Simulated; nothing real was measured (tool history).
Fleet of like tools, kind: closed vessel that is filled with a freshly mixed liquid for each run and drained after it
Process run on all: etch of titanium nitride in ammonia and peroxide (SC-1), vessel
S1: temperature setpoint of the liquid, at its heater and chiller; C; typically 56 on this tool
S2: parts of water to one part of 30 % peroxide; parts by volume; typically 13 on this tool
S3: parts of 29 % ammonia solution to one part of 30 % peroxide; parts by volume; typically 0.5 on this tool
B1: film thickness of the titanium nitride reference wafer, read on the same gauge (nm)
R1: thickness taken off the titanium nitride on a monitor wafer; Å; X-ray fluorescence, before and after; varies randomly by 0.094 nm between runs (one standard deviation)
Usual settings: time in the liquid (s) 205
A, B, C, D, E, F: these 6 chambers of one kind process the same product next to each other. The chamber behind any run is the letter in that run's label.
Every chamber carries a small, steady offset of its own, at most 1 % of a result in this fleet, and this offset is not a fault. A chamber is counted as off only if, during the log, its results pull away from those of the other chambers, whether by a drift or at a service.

run 1C hour=10.7 | S1=56 S2=13 S3=0.5 time_in_the_liquid_(s)=205 | B1=119.99 | R1=189.23
run 2A hour=21.3 | S1=56 S2=13 S3=0.5 time_in_the_liquid_(s)=205 | B1=119.99 | R1=190.61
run 3B hour=29.2 | S1=56 S2=13 S3=0.5 time_in_the_liquid_(s)=205 | B1=119.99 | R1=189.92
run 4E hour=35.3 | S1=56 S2=13 S3=0.5 time_in_the_liquid_(s)=205 | B1=120.01 | R1=191.21
run 5D hour=41 | S1=56 S2=13 S3=0.35 time_in_the_liquid_(s)=275 | B1=120.03 | R1=235.86
run 6F hour=50.5 | S1=56 S2=13 S3=0.35 time_in_the_liquid_(s)=275 | B1=119.99 | R1=238.84
run 7A hour=57.1 | S1=56 S2=13 S3=0.35 time_in_the_liquid_(s)=275 | B1=119.97 | R1=239.47
run 8D hour=62.5 | S1=56 S2=13 S3=0.35 time_in_the_liquid_(s)=275 | B1=120.01 | R1=235.1
run 9E hour=71.1 | S1=56 S2=13 S3=0.35 time_in_the_liquid_(s)=275 | B1=119.99 | R1=238.31
run 10C hour=76.7 | S1=56 S2=13 S3=0.35 time_in_the_liquid_(s)=275 | B1=119.97 | R1=236.83
-- hour=84.7 chamber E: ammonia flow meter replaced
run 11B hour=85.4 | S1=56 S2=13 S3=0.5 time_in_the_liquid_(s)=205 | B1=119.99 | R1=188.4
run 12F hour=95.6 | S1=56 S2=13 S3=0.5 time_in_the_liquid_(s)=205 | B1=120 | R1=189.97
run 13F hour=101.5 | S1=56 S2=13 S3=0.5 time_in_the_liquid_(s)=205 | B1=120.01 | R1=189.83
run 14E hour=108.7 | S1=56 S2=13 S3=0.5 time_in_the_liquid_(s)=205 | B1=120.01 | R1=189.65
run 15A hour=114.3 | S1=56 S2=13 S3=0.5 time_in_the_liquid_(s)=205 | B1=120 | R1=189.54
run 16C hour=119.6 | S1=56 S2=13 S3=0.5 time_in_the_liquid_(s)=205 | B1=120 | R1=189.1
-- hour=126.7 chamber C: thermometer replaced
run 17D hour=128.8 | S1=56 S2=18.5 S3=0.5 time_in_the_liquid_(s)=90 | B1=119.99 | R1=68.041
run 18B hour=137.6 | S1=56 S2=18.5 S3=0.5 time_in_the_liquid_(s)=90 | B1=120 | R1=68.47
run 19A hour=142.7 | S1=56 S2=18.5 S3=0.5 time_in_the_liquid_(s)=90 | B1=120.03 | R1=68.684
-- hour=143.3 chamber E: new drum of ammonia solution connected
run 20E hour=153.6 | S1=56 S2=18.5 S3=0.5 time_in_the_liquid_(s)=90 | B1=120.01 | R1=69.106
run 21F hour=164 | S1=56 S2=18.5 S3=0.5 time_in_the_liquid_(s)=90 | B1=119.98 | R1=69.095
run 22B hour=172.7 | S1=56 S2=18.5 S3=0.5 time_in_the_liquid_(s)=90 | B1=119.99 | R1=68.611
-- hour=176.6 chamber F: thermometer replaced
run 23D hour=182.6 | S1=56 S2=13 S3=0.5 time_in_the_liquid_(s)=205 | B1=119.99 | R1=190.13
run 24C hour=190.7 | S1=56 S2=13 S3=0.5 time_in_the_liquid_(s)=205 | B1=120 | R1=190.55
run 25D hour=198.3 | S1=56 S2=13 S3=0.5 time_in_the_liquid_(s)=285 | B1=119.99 | R1=268.44
-- hour=205.4 chamber A: new drum of ammonia solution connected
run 26A hour=207 | S1=56 S2=13 S3=0.5 time_in_the_liquid_(s)=285 | B1=120.01 | R1=264.23
run 27F hour=216.1 | S1=56 S2=13 S3=0.5 time_in_the_liquid_(s)=285 | B1=120 | R1=261.76
run 28C hour=226.5 | S1=56 S2=13 S3=0.5 time_in_the_liquid_(s)=285 | B1=120.01 | R1=262.58
run 29B hour=235.5 | S1=56 S2=13 S3=0.5 time_in_the_liquid_(s)=285 | B1=120 | R1=263.5
run 30E hour=244.7 | S1=56 S2=13 S3=0.5 time_in_the_liquid_(s)=285 | B1=120.03 | R1=264.89
run 31E hour=252.5 | S1=56 S2=13 S3=0.5 time_in_the_liquid_(s)=205 | B1=120.02 | R1=189.65
run 32D hour=262.4 | S1=56 S2=13 S3=0.5 time_in_the_liquid_(s)=205 | B1=120.01 | R1=196.25
-- hour=265.9 chamber A: ammonia flow meter replaced
-- hour=267.9 chamber D: new drum of ammonia solution connected
run 33B hour=270.1 | S1=56 S2=13 S3=0.5 time_in_the_liquid_(s)=205 | B1=120 | R1=189.15
run 34A hour=280.7 | S1=56 S2=13 S3=0.5 time_in_the_liquid_(s)=205 | B1=119.98 | R1=190.77
run 35C hour=288.3 | S1=56 S2=13 S3=0.5 time_in_the_liquid_(s)=205 | B1=119.97 | R1=187.72
run 36F hour=298.7 | S1=56 S2=13 S3=0.5 time_in_the_liquid_(s)=205 | B1=120.02 | R1=189.12
run 37B hour=308.9 | S1=56 S2=13 S3=0.5 time_in_the_liquid_(s)=205 | B1=119.99 | R1=188.79
run 38F hour=319.7 | S1=56 S2=8.5 S3=0.4 time_in_the_liquid_(s)=205 | B1=119.97 | R1=226.23
run 39E hour=330.3 | S1=56 S2=8.5 S3=0.4 time_in_the_liquid_(s)=205 | B1=119.97 | R1=230.04
run 40D hour=335.5 | S1=56 S2=8.5 S3=0.4 time_in_the_liquid_(s)=205 | B1=120.04 | R1=240.33

Next, every chamber runs the same settings. What will each give?
run 41A hour=343.4 | S1=56 S2=13 S3=0.5 time_in_the_liquid_(s)=205 | R1=?
run 41B hour=343.4 | S1=56 S2=13 S3=0.5 time_in_the_liquid_(s)=205 | R1=?
run 41C hour=343.4 | S1=56 S2=13 S3=0.5 time_in_the_liquid_(s)=205 | R1=?
run 41D hour=343.4 | S1=56 S2=13 S3=0.5 time_in_the_liquid_(s)=205 | R1=?
run 41E hour=343.4 | S1=56 S2=13 S3=0.5 time_in_the_liquid_(s)=205 | R1=?
run 41F hour=343.4 | S1=56 S2=13 S3=0.5 time_in_the_liquid_(s)=205 | R1=?

run=41A R1=192.96
run=41B R1=188.66
run=41C R1=189.77
run=41D R1=202.09
run=41E R1=189.48
run=41F R1=190.09

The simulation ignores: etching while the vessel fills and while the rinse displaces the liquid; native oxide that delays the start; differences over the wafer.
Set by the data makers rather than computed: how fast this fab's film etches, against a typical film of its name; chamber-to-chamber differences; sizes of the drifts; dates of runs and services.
